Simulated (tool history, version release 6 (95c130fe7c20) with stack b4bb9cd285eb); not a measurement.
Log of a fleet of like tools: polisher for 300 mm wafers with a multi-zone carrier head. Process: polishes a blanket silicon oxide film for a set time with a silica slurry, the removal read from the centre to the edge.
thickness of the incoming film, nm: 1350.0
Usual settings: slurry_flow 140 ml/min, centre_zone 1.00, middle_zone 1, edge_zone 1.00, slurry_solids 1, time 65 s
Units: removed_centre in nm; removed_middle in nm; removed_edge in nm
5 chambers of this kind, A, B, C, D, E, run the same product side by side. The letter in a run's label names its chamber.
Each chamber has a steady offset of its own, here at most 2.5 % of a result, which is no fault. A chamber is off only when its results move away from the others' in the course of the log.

run,hour,slurry_flow,centre_zone,middle_zone,edge_zone,slurry_solids,time,removed_centre,removed_middle,removed_edge
1B,9.2,140,1.00,1,1.00,1,65,141.240,139.630,138.430
2E,17.1,140,1.00,1,1.00,1,65,139.750,141.440,142.750
# hour 27.5: chamber A: edge zone pressure recalibrated
3D,30.5,140,1.00,1,1.00,1,65,141.470,138.610,135.600
# hour 34.1: chamber A: worn pad replaced by a new one
# hour 40.4: chamber D: edge zone pressure recalibrated
4C,42.1,140,1.00,1,1.00,1,65,140.080,141.170,140.880
# hour 49.0: chamber D: worn pad replaced by a new one
5A,50.0,140,1.00,1,1.00,1,65,139.140,138.660,139.340
# hour 50.3: chamber B: worn pad replaced by a new one
6B,62.7,140,1.00,1,1.00,1,65,141.810,141.880,140.730
# hour 70.4: chamber A: slurry nozzle cleaned
7C,71.8,140,1.00,1,1.00,1,65,139.660,141.200,147.650
# hour 77.8: chamber C: slurry nozzle cleaned
8D,79.1,140,0.90,1,1.00,1,65,125.020,139.850,139.350
# hour 80.2: chamber E: worn pad replaced by a new one
# hour 81.5: chamber C: worn pad replaced by a new one
9E,91.2,140,0.90,1,1.00,1,65,124.840,140.250,141.360
10A,100.9,140,0.90,1,1.00,1,65,124.380,141.290,139.150
11D,107.8,140,0.90,1,1.00,1,65,127.190,141.850,135.400
12A,117.5,140,0.90,1,1.00,1,65,125.550,140.880,144.210
13E,128.3,140,1.00,1,1.00,1,65,140.700,140.110,139.240
14C,142.5,140,1.00,1,1.00,1,65,139.880,141.090,147.310
# hour 155.8: chamber E: centre zone pressure recalibrated
15B,158.0,140,1.00,1,0.93,1,65,142.320,140.530,138.640
# hour 158.8: chamber A: worn pad replaced by a new one
16C,173.3,140,1.00,1,0.93,1,65,140.580,142.680,139.340
17B,183.1,140,1.00,1,0.93,1,65,139.450,140.890,134.640
18E,190.1,140,1.00,1,0.93,1,65,126.570,141.410,134.020
# hour 190.5: chamber C: edge zone pressure recalibrated
# hour 196.2: chamber D: worn pad replaced by a new one
# hour 196.5: chamber B: slurry nozzle cleaned
# hour 196.7: chamber B: worn pad replaced by a new one
19A,198.0,140,1.00,1,0.93,1,65,138.260,139.920,134.710
# hour 211.5: chamber C: centre zone pressure recalibrated
20D,212.9,140,1.00,1,1.00,1,45,98.446,97.801,97.532
21B,219.8,140,1.00,1,1.00,1,45,96.697,97.437,95.207
22E,227.2,140,1.00,1,1.00,1,45,87.545,96.893,96.909
# hour 228.5: chamber E: worn pad replaced by a new one
# hour 234.0: chamber C: worn pad replaced by a new one
23A,242.5,140,1.00,1,1.00,1,45,95.333,96.952,97.486
24D,250.6,140,1.00,1,1.00,1,45,98.194,97.396,98.051
25C,265.3,140,1.00,1,1.00,1,65,141.230,140.720,145.810
26A,280.0,140,1.00,1,1.00,1,65,138.540,139.050,138.610
27C,287.4,140,1.00,1,1.00,1,65,140.050,141.450,145.900
28B,300.0,140,1.00,1,1.00,1,65,141.080,139.860,143.410
29E,307.3,140,1.00,1,1.00,1,65,126.680,140.870,139.120
# hour 312.6: chamber A: worn pad replaced by a new one
30D,322.9,140,1.00,1,1.00,1,65,144.180,139.260,136.890
# hour 333.8: chamber D: slurry nozzle cleaned
# hour 334.0: chamber D: centre zone pressure recalibrated
31E,337.2,140,1.00,1,1.00,1,65,127.910,140.120,141.580
# hour 342.5: chamber B: worn pad replaced by a new one
# hour 343.2: chamber D: worn pad replaced by a new one
32D,353.0,140,0.92,1,1.00,1,65,132.040,141.900,139.020
33A,361.7,140,0.92,1,1.00,1,65,126.860,140.720,136.870
# hour 361.8: chamber A: edge zone pressure recalibrated
34B,369.9,140,0.92,1,1.00,1,65,126.540,140.260,139.860
35C,378.4,140,0.92,1,1.00,1,65,126.840,142.070,146.590
# hour 380.3: chamber E: worn pad replaced by a new one
36E,387.8,140,0.92,1,1.00,1,65,114.420,139.970,138.830
# hour 392.6: chamber C: worn pad replaced by a new one
37B,398.1,140,1.00,1,1.00,1,65,142.270,139.730,140.490
38C,407.9,140,1.00,1,1.00,1,65,141.850,141.400,144.840
39A,416.1,140,1.00,1,1.00,1,65,139.980,140.520,139.180
40D,424.8,140,1.00,1,1.00,1,65,143.250,139.710,141.990

All 5 chambers run these settings next. Forecast each chamber's results:
41A,436.2,140,1.00,1,1.10,1,65,?,?,?
41B,436.2,140,1.00,1,1.10,1,65,?,?,?
41C,436.2,140,1.00,1,1.10,1,65,?,?,?
41D,436.2,140,1.00,1,1.10,1,65,?,?,?
41E,436.2,140,1.00,1,1.10,1,65,?,?,?

run,removed_centre,removed_middle,removed_edge
41A,138.500,139.630,144.570
41B,140.950,140.700,146.050
41C,141.450,141.950,150.470
41D,141.790,140.240,146.350
41E,126.500,138.900,144.900
